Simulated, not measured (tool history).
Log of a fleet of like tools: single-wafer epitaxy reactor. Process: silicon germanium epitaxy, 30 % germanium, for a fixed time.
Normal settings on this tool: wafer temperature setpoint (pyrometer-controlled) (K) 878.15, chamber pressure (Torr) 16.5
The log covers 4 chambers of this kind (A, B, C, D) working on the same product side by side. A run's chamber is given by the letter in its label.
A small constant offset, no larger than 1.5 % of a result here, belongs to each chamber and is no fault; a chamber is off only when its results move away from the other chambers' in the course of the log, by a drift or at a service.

run	hour	wafer temperature setpoint (pyrometer-controlled) (K)	chamber pressure (Torr)	read-back reference wafer on the same gauge, thickness_nm	mean film thickness on the monitor wafer (Å)
1B	12.6	878.15	16.5	60.707	597.00
2A	26.9	878.15	16.5	60.664	591.07
3D	36.4	878.15	16.5	60.748	602.16
4C	50.1	878.15	16.5	60.678	591.77
5C	61.5	878.15	16.5	60.678	590.96
6B	69.6	878.15	16.5	60.663	599.97
7A	78.6	878.15	16.5	60.678	586.83
8D	91.9	878.15	16.5	60.731	598.35
9B	101.3	878.15	16.5	60.668	594.82
10D	117.7	878.15	16.5	60.739	601.10
11C	133.7	878.15	16.5	60.660	593.65
12A	141.5	878.15	16.5	60.714	589.05
13B	148.9	866.15	18.9	60.749	502.80
14A	159.2	866.15	18.9	60.733	500.84
15C	175.0	866.15	18.9	60.702	501.55
16D	189.0	866.15	18.9	60.764	506.68
17A	198.6	878.15	16.5	60.773	593.07
18C	213.6	878.15	16.5	60.754	591.50
19D	228.9	878.15	16.5	60.768	597.27
20B	242.8	878.15	16.5	60.748	598.23
21B	253.1	878.15	16.5	60.699	594.98
22A	262.3	878.15	16.5	60.698	593.79
23C	269.8	886.15	16.5	60.705	684.18
24D	285.9	886.15	16.5	60.704	693.74
25A	299.1	886.15	16.5	60.752	676.03
26D	314.4	886.15	16.5	60.610	690.16
27C	325.3	878.15	16.5	60.714	595.73
28B	333.9	878.15	16.5	60.655	594.34
29B	342.0	878.15	16.5	60.749	593.50
30C	355.9	878.15	16.5	60.693	595.28
31D	368.3	878.15	16.5	60.696	601.53
32A	376.9	878.15	16.5	60.734	590.29
33A	393.2	878.15	16.5	60.681	589.29
34D	404.0	878.15	16.5	60.743	600.38
35C	414.8	890.15	16.5	60.689	739.79
36B	422.4	890.15	16.5	60.721	735.31
37C	435.6	890.15	16.5	60.683	736.81
38B	450.9	890.15	16.5	60.739	744.24
39D	465.4	878.15	16.5	60.708	600.57
40A	478.3	878.15	16.5	60.721	587.33

All 4 chambers run these settings next. Forecast each chamber's results:
41A	490.1	878.15	17.7		?
41B	490.1	878.15	17.7		?
41C	490.1	878.15	17.7		?
41D	490.1	878.15	17.7		?

run	mean film thickness on the monitor wafer (Å)
41A	605.11
41B	612.60
41C	610.83
41D	618.64
